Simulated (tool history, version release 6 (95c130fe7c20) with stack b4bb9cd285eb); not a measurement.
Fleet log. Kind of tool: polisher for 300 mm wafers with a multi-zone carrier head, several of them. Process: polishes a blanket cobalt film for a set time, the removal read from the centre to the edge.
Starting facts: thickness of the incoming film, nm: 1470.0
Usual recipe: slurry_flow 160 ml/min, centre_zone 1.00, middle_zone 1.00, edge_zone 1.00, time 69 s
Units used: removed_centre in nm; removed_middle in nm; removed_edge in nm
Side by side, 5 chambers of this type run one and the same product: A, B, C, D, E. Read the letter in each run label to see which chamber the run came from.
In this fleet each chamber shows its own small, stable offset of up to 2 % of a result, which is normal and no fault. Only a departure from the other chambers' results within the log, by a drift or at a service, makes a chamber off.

run   hour  slurry_flow  centre_zone  middle_zone  edge_zone  time  removed_centre  removed_middle  removed_edge
       2.2  -- chamber E: slurry nozzle cleaned
 1A    4.6          160         1.00         1.00       1.00    69          183.04          183.37        182.91
      10.1  -- chamber A: worn pad replaced by a new one
 2B   11.0          160         1.00         1.00       1.00    69          179.41          178.74        178.14
      18.9  -- chamber B: worn pad replaced by a new one
 3C   19.1          160         1.00         1.00       1.00    69          179.81          179.19        183.36
 4E   25.4          160         1.00         1.00       1.00    69          177.63          179.29        182.66
 5D   29.5          160         1.00         1.00       1.00    69          180.36          177.15        179.06
 6C   34.8          160         1.00         1.00       1.00    69          183.62          181.36        178.27
      40.3  -- chamber D: worn pad replaced by a new one
 7E   41.8          160         1.00         1.00       1.00    69          177.77          181.42        182.93
      43.9  -- chamber A: slurry nozzle cleaned
 8A   46.2          160         1.00         1.00       1.00    69          180.13          179.47        175.69
 9D   51.2          160         1.00         1.00       1.00    69          180.52          181.92        177.41
10B   55.1          160         0.94         1.00       1.00    69          167.25          180.16        172.31
11D   60.8          160         0.94         1.00       1.00    69          170.37          179.94        183.35
      65.0  -- chamber B: worn pad replaced by a new one
12C   67.3          160         0.94         1.00       1.00    69          169.00          181.62        177.92
      69.7  -- chamber A: worn pad replaced by a new one
      71.1  -- chamber E: worn pad replaced by a new one
13E   71.7          160         0.94         1.00       1.00    69          168.20          178.07        185.07
14A   75.9          160         0.94         1.00       1.00    69          168.49          179.91        178.11
15B   81.6          160         1.00         1.00       1.00    69          180.48          181.64        179.67
16C   86.6          160         1.00         1.00       1.00    69          180.43          179.28        183.70
      89.1  -- chamber C: worn pad replaced by a new one
17D   91.4          160         1.00         1.00       1.00    69          182.31          183.08        178.84
18E   95.4          160         1.00         1.00       1.00    69          179.95          181.47        179.45
      98.0  -- chamber E: centre zone pressure recalibrated
19A   99.5          125         1.00         1.00       1.08    69          170.49          173.72        183.26
20B  105.1          125         1.00         1.00       1.08    69          168.41          172.03        178.30
21B  110.3          125         1.00         1.00       1.08    69          171.76          169.59        181.05
     113.4  -- chamber D: worn pad replaced by a new one
22D  118.2          125         1.00         1.00       1.08    69          169.14          176.34        178.88
     123.4  -- chamber B: worn pad replaced by a new one
23C  125.8          125         1.00         1.00       1.08    69          170.17          172.97        182.45
     127.0  -- chamber A: worn pad replaced by a new one
     129.6  -- chamber B: slurry nozzle cleaned
24E  134.2          160         1.00         1.00       1.00    69          193.04          179.68        178.45
25A  139.5          130         1.00         1.00       1.00    69          171.93          172.95        176.33
26A  147.1          130         1.00         1.00       1.00    69          174.32          171.04        169.85
27B  151.6          130         1.00         1.00       1.00    69          173.86          172.45        170.39
28D  156.1          130         1.00         1.00       1.00    69          173.11          174.78        177.77
29C  162.1          130         1.00         1.00       1.00    69          174.20          172.76        171.34
30E  166.3          160         1.00         1.00       1.00    69          200.13          182.67        179.83
     170.1  -- chamber B: centre zone pressure recalibrated
31B  170.2          205         1.00         0.94       1.00    69          188.57          174.08        179.76

For the next run the whole fleet of 5 chambers uses the same settings. Give each chamber's results:
32A  176.5          135         1.00         1.00       1.00    69               ?               ?             ?
32B  176.5          135         1.00         1.00       1.00    69               ?               ?             ?
32C  176.5          135         1.00         1.00       1.00    69               ?               ?             ?
32D  176.5          135         1.00         1.00       1.00    69               ?               ?             ?
32E  176.5          135         1.00         1.00       1.00    69               ?               ?             ?

run  removed_centre  removed_middle  removed_edge
32A          173.21          169.78        174.24
32B          172.18          170.98        173.53
32C          173.54          174.16        175.23
32D          174.46          177.15        173.47
32E          187.67          174.38        180.21

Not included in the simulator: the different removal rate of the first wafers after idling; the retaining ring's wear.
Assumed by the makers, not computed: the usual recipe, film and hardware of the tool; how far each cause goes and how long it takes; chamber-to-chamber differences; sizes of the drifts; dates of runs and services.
